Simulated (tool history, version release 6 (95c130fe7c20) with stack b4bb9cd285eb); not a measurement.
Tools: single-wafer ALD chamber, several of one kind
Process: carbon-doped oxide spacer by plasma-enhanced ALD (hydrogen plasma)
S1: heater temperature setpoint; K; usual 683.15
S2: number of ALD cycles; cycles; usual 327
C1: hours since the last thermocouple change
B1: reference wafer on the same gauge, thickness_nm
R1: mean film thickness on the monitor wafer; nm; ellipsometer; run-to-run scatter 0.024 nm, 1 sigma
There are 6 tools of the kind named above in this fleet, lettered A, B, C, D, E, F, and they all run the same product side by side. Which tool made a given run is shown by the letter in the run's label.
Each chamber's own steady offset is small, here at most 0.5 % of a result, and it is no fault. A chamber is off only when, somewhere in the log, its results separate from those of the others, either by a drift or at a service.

Run 1D, hour 10.4: usual settings; C1 1200.3; B1 16.09. Result: R1 15.854 nm.
Run 2F, hour 17.8: usual settings; C1 660.3; B1 16.098. Result: R1 15.89 nm.
Run 3C, hour 27: usual settings; C1 1111; B1 16.089. Result: R1 15.783 nm.
Run 4E, hour 36.1: usual settings; C1 799; B1 16.087. Result: R1 15.879 nm.
Run 5B, hour 41.8: usual settings; C1 798; B1 16.091. Result: R1 15.882 nm.
Run 6A, hour 49.2: usual settings; C1 1939.3; B1 16.083. Result: R1 15.851 nm.
Run 7A, hour 59.4: usual settings but S1 669.15 K, S2 292 cycles; C1 1949.5; B1 16.076. Result: R1 14.564 nm.
Run 8C, hour 66.7: usual settings but S1 669.15 K, S2 292 cycles; C1 1150.7; B1 16.081. Result: R1 14.55 nm.
Run 9D, hour 76.5: usual settings but S1 669.15 K, S2 292 cycles; C1 1266.4; B1 16.073. Result: R1 14.606 nm.
Run 10B, hour 82.8: usual settings but S1 669.15 K, S2 292 cycles; C1 839; B1 16.069. Result: R1 14.616 nm.
Run 11E, hour 90.9: usual settings but S1 669.15 K, S2 292 cycles; C1 853.8; B1 16.071. Result: R1 14.642 nm.
Run 12F, hour 97.6: usual settings but S1 669.15 K, S2 292 cycles; C1 740.1; B1 16.066. Result: R1 14.575 nm.
Run 13F, hour 106.1: usual settings but S1 688.15 K, S2 351 cycles; C1 748.6; B1 16.061. Result: R1 16.74 nm.
Run 14A, hour 114.9: usual settings but S1 688.15 K, S2 351 cycles; C1 2005; B1 16.067. Result: R1 16.718 nm.
Run 15D, hour 120.3: usual settings but S1 688.15 K, S2 351 cycles; C1 1310.2; B1 16.055. Result: R1 16.762 nm.
Run 16B, hour 130.8: usual settings but S1 688.15 K, S2 351 cycles; C1 887; B1 16.059. Result: R1 16.73 nm.
Run 17E, hour 136: usual settings but S1 688.15 K, S2 351 cycles; C1 898.9; B1 16.049. Result: R1 16.755 nm.
Run 18C, hour 144.7: usual settings but S1 688.15 K, S2 351 cycles; C1 1228.7; B1 16.048. Result: R1 16.686 nm.
Run 19C, hour 149.5: usual settings; C1 1233.5; B1 16.049. Result: R1 15.765 nm.
Run 20E, hour 157.8: usual settings; C1 920.7; B1 16.042. Result: R1 15.859 nm.
Run 21A, hour 167.4: usual settings; C1 2057.5; B1 16.042. Result: R1 15.802 nm.
Run 22B, hour 177.9: usual settings; C1 934.1; B1 16.032. Result: R1 15.814 nm.
Run 23F, hour 184.1: usual settings; C1 826.6; B1 16.026. Result: R1 15.815 nm.
Run 24D, hour 190.8: usual settings; C1 1380.7; B1 16.029. Result: R1 15.805 nm.
Run 25F, hour 195.7: usual settings; C1 838.2; B1 16.024. Result: R1 15.801 nm.
Run 26A, hour 202.2: usual settings; C1 2092.3; B1 16.026. Result: R1 15.79 nm.
Run 27B, hour 209.6: usual settings; C1 965.8; B1 16.03. Result: R1 15.776 nm.
Run 28C, hour 218.4: usual settings; C1 1302.4; B1 16.027. Result: R1 15.796 nm.
Run 29E, hour 224.4: usual settings; C1 987.3; B1 16.03. Result: R1 15.812 nm.
Run 30D, hour 231.9: usual settings; C1 1421.8; B1 16.022. Result: R1 15.797 nm.
Run 31B, hour 236.6: usual settings; C1 992.8; B1 16.014. Result: R1 15.757 nm.
Run 32E, hour 246.6: usual settings; C1 1009.5; B1 16.011. Result: R1 15.831 nm.
Run 33A, hour 251.7: usual settings; C1 2141.8; B1 16.006. Result: R1 15.799 nm.
Run 34D, hour 257.7: usual settings; C1 1447.6; B1 16.006. Result: R1 15.779 nm.
Run 35C, hour 265.4: usual settings; C1 1349.4; B1 16.007. Result: R1 15.727 nm.
Run 36F, hour 271.5: usual settings; C1 914; B1 16. Result: R1 15.776 nm.

Next, all 6 chambers run the settings below, one line each with question marks for the results. What does each chamber give?
Run 37A, hour 279.2: usual settings but S2 383 cycles. Result: R1 ?.
Run 37B, hour 279.2: usual settings but S2 383 cycles. Result: R1 ?.
Run 37C, hour 279.2: usual settings but S2 383 cycles. Result: R1 ?.
Run 37D, hour 279.2: usual settings but S2 383 cycles. Result: R1 ?.
Run 37E, hour 279.2: usual settings but S2 383 cycles. Result: R1 ?.
Run 37F, hour 279.2: usual settings but S2 383 cycles. Result: R1 ?.

run      R1
37A  18.456
37B  18.485
37C  18.414
37D  18.442
37E  18.546
37F  18.437

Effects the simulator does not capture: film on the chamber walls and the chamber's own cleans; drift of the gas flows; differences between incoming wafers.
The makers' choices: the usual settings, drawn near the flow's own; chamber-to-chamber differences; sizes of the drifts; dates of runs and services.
